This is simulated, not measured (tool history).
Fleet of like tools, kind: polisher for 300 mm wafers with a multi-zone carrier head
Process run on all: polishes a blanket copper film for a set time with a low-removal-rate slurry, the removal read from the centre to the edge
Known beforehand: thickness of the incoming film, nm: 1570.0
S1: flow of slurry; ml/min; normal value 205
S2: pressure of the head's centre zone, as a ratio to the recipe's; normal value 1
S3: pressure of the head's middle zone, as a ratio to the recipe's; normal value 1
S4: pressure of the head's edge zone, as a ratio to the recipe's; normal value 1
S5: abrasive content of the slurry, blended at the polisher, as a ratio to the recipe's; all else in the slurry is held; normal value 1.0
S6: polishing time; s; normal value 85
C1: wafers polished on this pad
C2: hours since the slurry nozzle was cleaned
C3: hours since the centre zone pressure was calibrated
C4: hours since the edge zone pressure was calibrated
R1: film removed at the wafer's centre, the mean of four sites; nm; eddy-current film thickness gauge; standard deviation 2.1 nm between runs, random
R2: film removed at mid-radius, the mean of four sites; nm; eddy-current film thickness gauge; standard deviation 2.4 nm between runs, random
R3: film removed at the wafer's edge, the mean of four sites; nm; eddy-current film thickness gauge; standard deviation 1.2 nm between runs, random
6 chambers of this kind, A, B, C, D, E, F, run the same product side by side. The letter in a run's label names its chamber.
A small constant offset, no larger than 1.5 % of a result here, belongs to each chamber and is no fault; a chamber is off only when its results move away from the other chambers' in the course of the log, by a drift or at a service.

At hour 0.5: chamber D: edge zone pressure recalibrated.
Run 1A, hour 6.0: usual settings; C1 194; C2 120.6; C3 179.3; C4 270.5. Result: R1 160.23 nm, R2 164.57 nm, R3 162.31 nm.
Run 2D, hour 14.0: usual settings; C1 235; C2 26.7; C3 357.3; C4 13.5. Result: R1 158.78 nm, R2 159.80 nm, R3 160.35 nm.
Run 3F, hour 19.0: usual settings; C1 525; C2 244.4; C3 1306.0; C4 358.7. Result: R1 157.12 nm, R2 166.33 nm, R3 161.50 nm.
Run 4B, hour 25.1: usual settings; C1 895; C2 254.4; C3 227.3; C4 1045.9. Result: R1 161.12 nm, R2 159.75 nm, R3 160.48 nm.
At hour 28.5: chamber F: worn pad replaced by a new one.
Run 5C, hour 33.0: usual settings; C1 930; C2 241.7; C3 660.8; C4 198.9. Result: R1 161.54 nm, R2 159.33 nm, R3 159.86 nm.
Run 6E, hour 38.4: usual settings; C1 562; C2 274.1; C3 577.4; C4 202.4. Result: R1 157.96 nm, R2 159.60 nm, R3 159.44 nm.
Run 7B, hour 44.5: usual settings; C1 1020; C2 273.8; C3 246.7; C4 1065.3. Result: R1 158.90 nm, R2 157.15 nm, R3 159.21 nm.
At hour 48.3: chamber B: slurry nozzle cleaned.
Run 8A, hour 50.4: usual settings; C1 480; C2 165.0; C3 223.7; C4 314.9. Result: R1 159.24 nm, R2 156.34 nm, R3 159.78 nm.
Run 9D, hour 58.6: usual settings; C1 523; C2 71.3; C3 401.9; C4 58.1. Result: R1 160.14 nm, R2 158.87 nm, R3 160.92 nm.
Run 10C, hour 67.1: usual settings; C1 1150; C2 275.8; C3 694.9; C4 233.0. Result: R1 160.45 nm, R2 157.18 nm, R3 158.05 nm.
Run 11F, hour 71.1: usual settings; C1 274; C2 296.5; C3 1358.1; C4 410.8. Result: R1 157.84 nm, R2 160.59 nm, R3 158.99 nm.
Run 12E, hour 78.7: usual settings; C1 822; C2 314.4; C3 617.7; C4 242.7. Result: R1 163.41 nm, R2 160.52 nm, R3 160.20 nm.
Run 13D, hour 85.8: usual settings; C1 698; C2 98.5; C3 429.1; C4 85.3. Result: R1 159.64 nm, R2 161.22 nm, R3 161.11 nm.
At hour 88.6: chamber B: worn pad replaced by a new one.
Run 14B, hour 91.4: usual settings; C1 18; C2 43.1; C3 293.6; C4 1112.2. Result: R1 158.59 nm, R2 160.96 nm, R3 160.45 nm.
Run 15A, hour 97.4: usual settings; C1 783; C2 212.0; C3 270.7; C4 361.9. Result: R1 161.40 nm, R2 161.39 nm, R3 158.16 nm.
Run 16C, hour 103.9: usual settings; C1 1387; C2 312.6; C3 731.7; C4 269.8. Result: R1 157.71 nm, R2 153.50 nm, R3 156.45 nm.
Run 17E, hour 110.1: usual settings; C1 1025; C2 345.8; C3 649.1; C4 274.1. Result: R1 164.54 nm, R2 158.84 nm, R3 158.73 nm.
At hour 114.3: chamber C: worn pad replaced by a new one.
Run 18F, hour 117.2: usual settings; C1 572; C2 342.6; C3 1404.2; C4 456.9. Result: R1 161.00 nm, R2 165.26 nm, R3 158.45 nm.
At hour 117.3: chamber D: worn pad replaced by a new one.
At hour 123.3: chamber A: slurry nozzle cleaned.
Run 19C, hour 123.4: usual settings; C1 58; C2 332.1; C3 751.2; C4 289.3. Result: R1 158.07 nm, R2 158.96 nm, R3 158.21 nm.
Run 20E, hour 127.4: usual settings; C1 1137; C2 363.1; C3 666.4; C4 291.4. Result: R1 158.76 nm, R2 154.24 nm, R3 159.52 nm.
Run 21F, hour 132.9: usual settings; C1 673; C2 358.3; C3 1419.9; C4 472.6. Result: R1 161.22 nm, R2 163.54 nm, R3 159.09 nm.
At hour 134.6: chamber F: worn pad replaced by a new one.
Run 22A, hour 137.6: usual settings but S5 1.2; C1 1042; C2 14.4; C3 310.9; C4 402.1. Result: R1 169.18 nm, R2 168.47 nm, R3 166.91 nm.
At hour 139.3: chamber B: edge zone pressure recalibrated.
Run 23D, hour 144.4: usual settings but S5 1.2; C1 175; C2 157.1; C3 487.7; C4 143.9. Result: R1 167.81 nm, R2 165.94 nm, R3 167.22 nm.
At hour 147.6: chamber F: slurry nozzle cleaned.
Run 24B, hour 153.3: usual settings but S5 1.2; C1 417; C2 105.0; C3 355.5; C4 14.0. Result: R1 166.95 nm, R2 160.29 nm, R3 167.00 nm.
At hour 159.1: chamber A: worn pad replaced by a new one.
Run 25B, hour 161.8: usual settings but S5 1.2; C1 472; C2 113.5; C3 364.0; C4 22.5. Result: R1 169.42 nm, R2 163.62 nm, R3 164.19 nm.
At hour 163.8: chamber E: worn pad replaced by a new one.
Run 26D, hour 169.6: usual settings but S5 1.2; C1 337; C2 182.3; C3 512.9; C4 169.1. Result: R1 169.12 nm, R2 165.60 nm, R3 169.28 nm.
Run 27F, hour 178.8: usual settings but S5 1.2; C1 285; C2 31.3; C3 1465.8; C4 518.5. Result: R1 170.47 nm, R2 171.15 nm, R3 165.22 nm.
Run 28C, hour 182.9: usual settings; C1 442; C2 391.6; C3 810.7; C4 348.8. Result: R1 152.34 nm, R2 150.20 nm, R3 155.77 nm.
At hour 183.0: chamber F: edge zone pressure recalibrated.
At hour 188.6: chamber E: slurry nozzle cleaned.
Run 29E, hour 190.1: usual settings; C1 170; C2 1.5; C3 729.1; C4 354.1. Result: R1 164.69 nm, R2 162.50 nm, R3 158.76 nm.
Run 30A, hour 197.2: usual settings; C1 246; C2 74.0; C3 370.5; C4 461.7. Result: R1 159.72 nm, R2 164.49 nm, R3 158.59 nm.
At hour 198.0: chamber F: centre zone pressure recalibrated.
Run 31D, hour 206.1: usual settings; C1 572; C2 218.8; C3 549.4; C4 205.6. Result: R1 159.14 nm, R2 158.89 nm, R3 161.62 nm.
Run 32B, hour 210.1: usual settings; C1 784; C2 161.8; C3 412.3; C4 70.8. Result: R1 159.51 nm, R2 158.33 nm, R3 158.13 nm.
Run 33A, hour 216.1: usual settings; C1 368; C2 92.9; C3 389.4; C4 480.6. Result: R1 158.01 nm, R2 160.47 nm, R3 159.12 nm.
At hour 224.9: chamber F: worn pad replaced by a new one.
Run 34E, hour 225.0: usual settings but S6 76 s; C1 395; C2 36.4; C3 764.0; C4 389.0. Result: R1 149.03 nm, R2 149.26 nm, R3 142.26 nm.
Run 35C, hour 231.4: usual settings but S6 76 s; C1 755; C2 440.1; C3 859.2; C4 397.3. Result: R1 134.00 nm, R2 134.12 nm, R3 134.30 nm.
Run 36F, hour 236.4: usual settings but S6 76 s; C1 74; C2 88.9; C3 38.4; C4 53.4. Result: R1 145.82 nm, R2 146.96 nm, R3 141.84 nm.
Run 37E, hour 241.3: usual settings but S6 76 s; C1 500; C2 52.7; C3 780.3; C4 405.3. Result: R1 143.60 nm, R2 143.30 nm, R3 140.14 nm.
Run 38A, hour 247.5: usual settings but S6 76 s; C1 570; C2 124.3; C3 420.8; C4 512.0. Result: R1 143.22 nm, R2 141.61 nm, R3 143.24 nm.
Run 39B, hour 256.1: usual settings but S6 76 s; C1 1080; C2 207.8; C3 458.3; C4 116.8. Result: R1 145.85 nm, R2 142.10 nm, R3 143.39 nm.

Each of the 6 chambers runs these same settings next. Fill in every chamber's results:
Run 40A, hour 262.7: usual settings. Result: R1 ?, R2 ?, R3 ?.
Run 40B, hour 262.7: usual settings. Result: R1 ?, R2 ?, R3 ?.
Run 40C, hour 262.7: usual settings. Result: R1 ?, R2 ?, R3 ?.
Run 40D, hour 262.7: usual settings. Result: R1 ?, R2 ?, R3 ?.
Run 40E, hour 262.7: usual settings. Result: R1 ?, R2 ?, R3 ?.
Run 40F, hour 262.7: usual settings. Result: R1 ?, R2 ?, R3 ?.

run      R1      R2      R3
40A  161.42  157.06  160.25
40B  157.82  158.60  162.35
40C  148.64  146.99  151.54
40D  159.29  157.67  163.62
40E  161.96  159.95  158.33
40F  161.57  163.56  157.81
